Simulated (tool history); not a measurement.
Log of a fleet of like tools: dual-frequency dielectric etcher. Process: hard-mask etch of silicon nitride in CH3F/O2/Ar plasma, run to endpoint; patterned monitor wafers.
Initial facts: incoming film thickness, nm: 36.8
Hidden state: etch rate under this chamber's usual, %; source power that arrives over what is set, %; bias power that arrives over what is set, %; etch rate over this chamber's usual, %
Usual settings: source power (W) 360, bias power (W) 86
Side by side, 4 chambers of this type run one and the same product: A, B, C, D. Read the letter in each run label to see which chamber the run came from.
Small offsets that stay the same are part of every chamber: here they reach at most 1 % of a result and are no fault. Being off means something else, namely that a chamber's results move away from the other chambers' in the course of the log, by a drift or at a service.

run	day	source power (W)	bias power (W)	hours since the last wet clean	hours since the last source power generator calibration	hours since the last bias power generator calibration	endpoint time (s)
1B	0.158	360	86	493.7	1901.5	2261.7	52.469
2C	0.317	360	86	363.1	611.0	1753.9	52.285
# day 0.421: chamber B: wet clean of the chamber
3D	0.492	360	86	276.2	3320.6	1304.9	52.390
4A	0.796	360	86	223.0	320.8	2268.7	52.516
5B	1.033	360	86	14.8	1922.5	2282.7	52.256
6D	1.292	360	86	295.4	3339.8	1324.1	52.153
7A	1.567	360	94	241.5	339.3	2287.2	50.411
8C	1.833	360	94	399.5	647.4	1790.3	50.826
9A	2.033	360	94	252.7	350.5	2298.4	50.666
10C	2.279	360	94	410.2	658.1	1801.0	50.490
11B	2.521	360	86	50.5	1958.2	2318.4	52.262
12D	2.767	360	86	330.8	3375.2	1359.5	51.439
13D	2.988	360	86	336.1	3380.5	1364.8	51.665
14C	3.154	330	67	431.2	679.1	1822.0	58.796
15B	3.288	330	67	68.9	1976.6	2336.8	58.632
16A	3.517	330	67	288.3	386.1	2334.0	60.080
17C	3.804	330	67	446.8	694.7	1837.6	58.423
# day 3.892: chamber D: wet clean of the chamber
18A	4.046	360	86	301.0	398.8	2346.7	53.763
19D	4.179	360	86	6.9	3409.1	1393.4	51.636
20B	4.346	360	86	94.3	2002.0	2362.2	52.146
21D	4.642	360	86	18.0	3420.2	1404.5	52.300
22C	4.908	360	86	473.3	721.2	1864.1	51.894
23B	5.192	360	86	114.6	2022.3	2382.5	51.898
24A	5.379	300	79	333.0	430.8	2378.7	59.825
25C	5.600	300	79	489.9	737.8	1880.7	57.875
26D	5.746	300	79	44.5	3446.7	1431.0	57.282

Next, every chamber runs the same settings. What will each give?
27A	5.962	360	72				?
27B	5.962	360	72				?
27C	5.962	360	72				?
27D	5.962	360	72				?

run	endpoint time (s)
27A	57.651
27B	55.377
27C	55.300
27D	54.975

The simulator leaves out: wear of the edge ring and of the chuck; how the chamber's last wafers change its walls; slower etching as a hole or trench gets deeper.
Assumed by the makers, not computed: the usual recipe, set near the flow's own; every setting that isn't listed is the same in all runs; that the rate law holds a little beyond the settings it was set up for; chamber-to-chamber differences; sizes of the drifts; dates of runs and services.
